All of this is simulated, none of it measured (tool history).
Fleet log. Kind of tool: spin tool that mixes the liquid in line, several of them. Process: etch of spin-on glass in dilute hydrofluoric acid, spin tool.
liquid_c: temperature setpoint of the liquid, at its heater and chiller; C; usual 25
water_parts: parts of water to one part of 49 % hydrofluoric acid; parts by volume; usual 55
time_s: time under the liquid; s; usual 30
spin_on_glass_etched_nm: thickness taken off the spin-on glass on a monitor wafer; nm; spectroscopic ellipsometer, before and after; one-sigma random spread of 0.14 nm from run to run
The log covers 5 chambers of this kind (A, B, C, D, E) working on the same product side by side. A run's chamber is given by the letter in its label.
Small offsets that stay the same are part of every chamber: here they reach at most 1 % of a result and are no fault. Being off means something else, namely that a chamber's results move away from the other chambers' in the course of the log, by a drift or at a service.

| run | hour | liquid_c | water_parts | time_s | hours since the thermometer was replaced | hours since the hydrofluoric acid flow meter was replaced | read-back film thickness of the spin-on glass reference wafer, read on the same gauge (nm) | spin_on_glass_etched_nm |
|---|---|---|---|---|---|---|---|---|
| 1C | 2.4 | 25 | 55 | 30 | 1374.4 | 470.8 | 100.01 | 23.155 |
| 2A | 6.7 | 25 | 55 | 30 | 220.3 | 1133.4 | 99.981 | 23.163 |
| 3D | 10.4 | 25 | 55 | 30 | 1193.9 | 111.2 | 100.04 | 23.073 |
| 4E | 12.8 | 25 | 55 | 30 | 105 | 945.4 | 99.993 | 22.931 |
| 5B | 16.8 | 25 | 55 | 30 | 375.8 | 727 | 100.01 | 22.914 |
| 6E | 20 | 25 | 55 | 30 | 112.2 | 952.6 | 99.999 | 22.868 |
| 7C | 23.6 | 25 | 55 | 30 | 1395.6 | 492 | 100 | 23.249 |
| 8D | 26.2 | 25 | 55 | 30 | 1209.7 | 127 | 100.04 | 22.952 |
| 9B | 29.7 | 25 | 55 | 30 | 388.7 | 739.9 | 99.984 | 23.333 |
| 10A | 32.6 | 25 | 55 | 30 | 246.2 | 1159.3 | 99.996 | 23.324 |
| 11A | 37.2 | 25 | 55 | 30 | 250.8 | 1163.9 | 100.03 | 23.12 |
| 12E | 39.8 | 25 | 55 | 30 | 132 | 972.4 | 100.02 | 23.061 |
| 13C | 43.8 | 25 | 55 | 30 | 1415.8 | 512.2 | 100.03 | 23.387 |
| 14B | 47.7 | 25 | 55 | 30 | 406.7 | 757.9 | 100.02 | 23.184 |
| 15D | 52.2 | 27.5 | 55 | 30 | 1235.7 | 153 | 100.01 | 25.546 |
| 16E | 56.6 | 27.5 | 55 | 30 | 148.8 | 989.2 | 100.02 | 25.511 |
| 17B | 59.3 | 27.5 | 55 | 30 | 418.3 | 769.5 | 100.01 | 25.359 |
| 18C | 63 | 27.5 | 55 | 30 | 1435 | 531.4 | 99.982 | 26.157 |
| 19D | 66.7 | 27.5 | 55 | 30 | 1250.2 | 167.5 | 99.981 | 25.404 |
|  | 70.7 | chamber B: hydrofluoric acid flow meter replaced |
| 20A | 71 | 25 | 55 | 30 | 284.6 | 1197.7 | 99.995 | 23.164 |
| 21B | 74.6 | 25 | 55 | 30 | 433.6 | 4 | 100.02 | 22.996 |
| 22C | 77.6 | 25 | 55 | 30 | 1449.6 | 546 | 99.979 | 23.979 |
|  | 79.2 | chamber A: hydrofluoric acid flow meter replaced |
| 23D | 80.1 | 25 | 55 | 30 | 1263.6 | 180.9 | 100.01 | 22.946 |
| 24E | 84.2 | 29 | 55 | 40 | 176.4 | 1016.8 | 99.995 | 36.093 |
| 25A | 87.1 | 29 | 55 | 40 | 300.7 | 8 | 100.02 | 36.457 |
| 26C | 90.9 | 29 | 55 | 40 | 1462.9 | 559.3 | 100.03 | 37.752 |
| 27B | 94.3 | 29 | 55 | 40 | 453.3 | 23.7 | 100 | 36.014 |
| 28E | 97.7 | 29 | 55 | 40 | 189.9 | 1030.3 | 100.01 | 36.456 |
| 29A | 100.6 | 25 | 55 | 30 | 314.2 | 21.5 | 100.02 | 23.134 |
| 30D | 104.3 | 25 | 55 | 30 | 1287.8 | 205.1 | 100 | 23.315 |
| 31E | 108.7 | 25 | 55 | 30 | 200.9 | 1041.3 | 99.995 | 23.24 |
| 32D | 112.6 | 25 | 55 | 30 | 1296.1 | 213.4 | 100.01 | 23.1 |

All chambers now run identical settings, listed one chamber a line with results as question marks. What results will each chamber show?
| 33A | 115.9 | 25 | 85 | 30 |  |  |  | ? |
| 33B | 115.9 | 25 | 85 | 30 |  |  |  | ? |
| 33C | 115.9 | 25 | 85 | 30 |  |  |  | ? |
| 33D | 115.9 | 25 | 85 | 30 |  |  |  | ? |
| 33E | 115.9 | 25 | 85 | 30 |  |  |  | ? |

| run | spin_on_glass_etched_nm |
|---|---|
| 33A | 14.485 |
| 33B | 14.368 |
| 33C | 15.318 |
| 33D | 14.426 |
| 33E | 14.335 |
